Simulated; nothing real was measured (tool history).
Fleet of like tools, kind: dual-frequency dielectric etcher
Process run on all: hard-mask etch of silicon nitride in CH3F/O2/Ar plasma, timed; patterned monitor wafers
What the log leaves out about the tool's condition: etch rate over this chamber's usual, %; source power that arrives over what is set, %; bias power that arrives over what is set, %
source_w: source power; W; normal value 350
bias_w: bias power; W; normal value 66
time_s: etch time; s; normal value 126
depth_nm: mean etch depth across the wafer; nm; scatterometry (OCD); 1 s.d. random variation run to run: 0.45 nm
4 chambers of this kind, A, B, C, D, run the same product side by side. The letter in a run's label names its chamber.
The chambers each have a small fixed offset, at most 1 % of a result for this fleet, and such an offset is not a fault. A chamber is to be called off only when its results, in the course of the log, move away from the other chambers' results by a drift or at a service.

run,hour,source_w,bias_w,time_s,hours since the last wet clean,hours since the last source power generator calibration,hours since the last bias power generator calibration,"read-back reference wafer on the same gauge, depth_nm",depth_nm
1D,10.3,350,66,126,389.9,849.9,2464.3,74.533,81.487
# hour 19.4: chamber C: wet clean of the chamber
2A,22.4,350,66,126,62,2683.1,3838.1,74.487,80.683
3C,32.1,350,66,126,12.7,1796.3,3166.7,74.472,80.814
4B,39.9,350,66,126,92.8,3389.5,650.9,74.569,80.811
5B,45.8,350,66,126,98.7,3395.4,656.8,74.406,82.317
6A,54.8,350,66,126,94.4,2715.5,3870.5,74.521,81.955
7D,64.4,350,66,126,444,904,2518.4,74.543,80.227
8C,72.3,350,66,126,52.9,1836.5,3206.9,74.531,80.609
# hour 78.7: chamber D: wet clean of the chamber
9B,83.2,350,66,126,136.1,3432.8,694.2,74.547,81.367
10D,92.7,350,66,126,14.1,932.3,2546.7,74.651,81.332
11A,102.8,350,66,126,142.4,2763.5,3918.5,74.665,81.482
12C,113,350,66,126,93.6,1877.2,3247.6,74.534,80.823
13D,122,290,66,126,43.4,961.6,2576,74.497,75.612
14C,131.2,290,66,126,111.8,1895.4,3265.8,74.433,75.496
15A,141.4,290,66,126,181,2802.1,3957.1,74.479,76.789
16B,154.1,290,66,126,207,3503.7,765.1,74.516,75.337
17B,162.8,350,66,126,215.7,3512.4,773.8,74.456,81.762
18C,170.6,350,66,126,151.2,1934.8,3305.2,74.562,80.196
19A,181.3,350,66,126,220.9,2842,3997,74.445,81.447
20D,191.8,350,66,126,113.2,1031.4,2645.8,74.582,80.443
21A,201,350,66,126,240.6,2861.7,4016.7,74.533,82.129
22C,210,350,66,126,190.6,1974.2,3344.6,74.564,81.275
23D,216.5,280,60,126,137.9,1056.1,2670.5,74.611,71.545
24B,222.8,280,60,126,275.7,3572.4,833.8,74.529,72.941
25B,232.3,280,60,126,285.2,3581.9,843.3,74.544,73.189
26D,244.1,280,60,126,165.5,1083.7,2698.1,74.559,72.305
27C,251.8,350,66,126,232.4,2016,3386.4,74.496,80.863
28A,262.1,350,66,126,301.7,2922.8,4077.8,74.513,81.382
29B,268.3,350,66,126,321.2,3617.9,879.3,74.56,81.92
30D,276.5,350,66,126,197.9,1116.1,2730.5,74.458,80.376

Next, every chamber runs the same settings. What will each give?
31A,286.1,350,66,113.5,,,,,?
31B,286.1,350,66,113.5,,,,,?
31C,286.1,350,66,113.5,,,,,?
31D,286.1,350,66,113.5,,,,,?

run,depth_nm
31A,74.648
31B,73.038
31C,72.523
31D,72.429
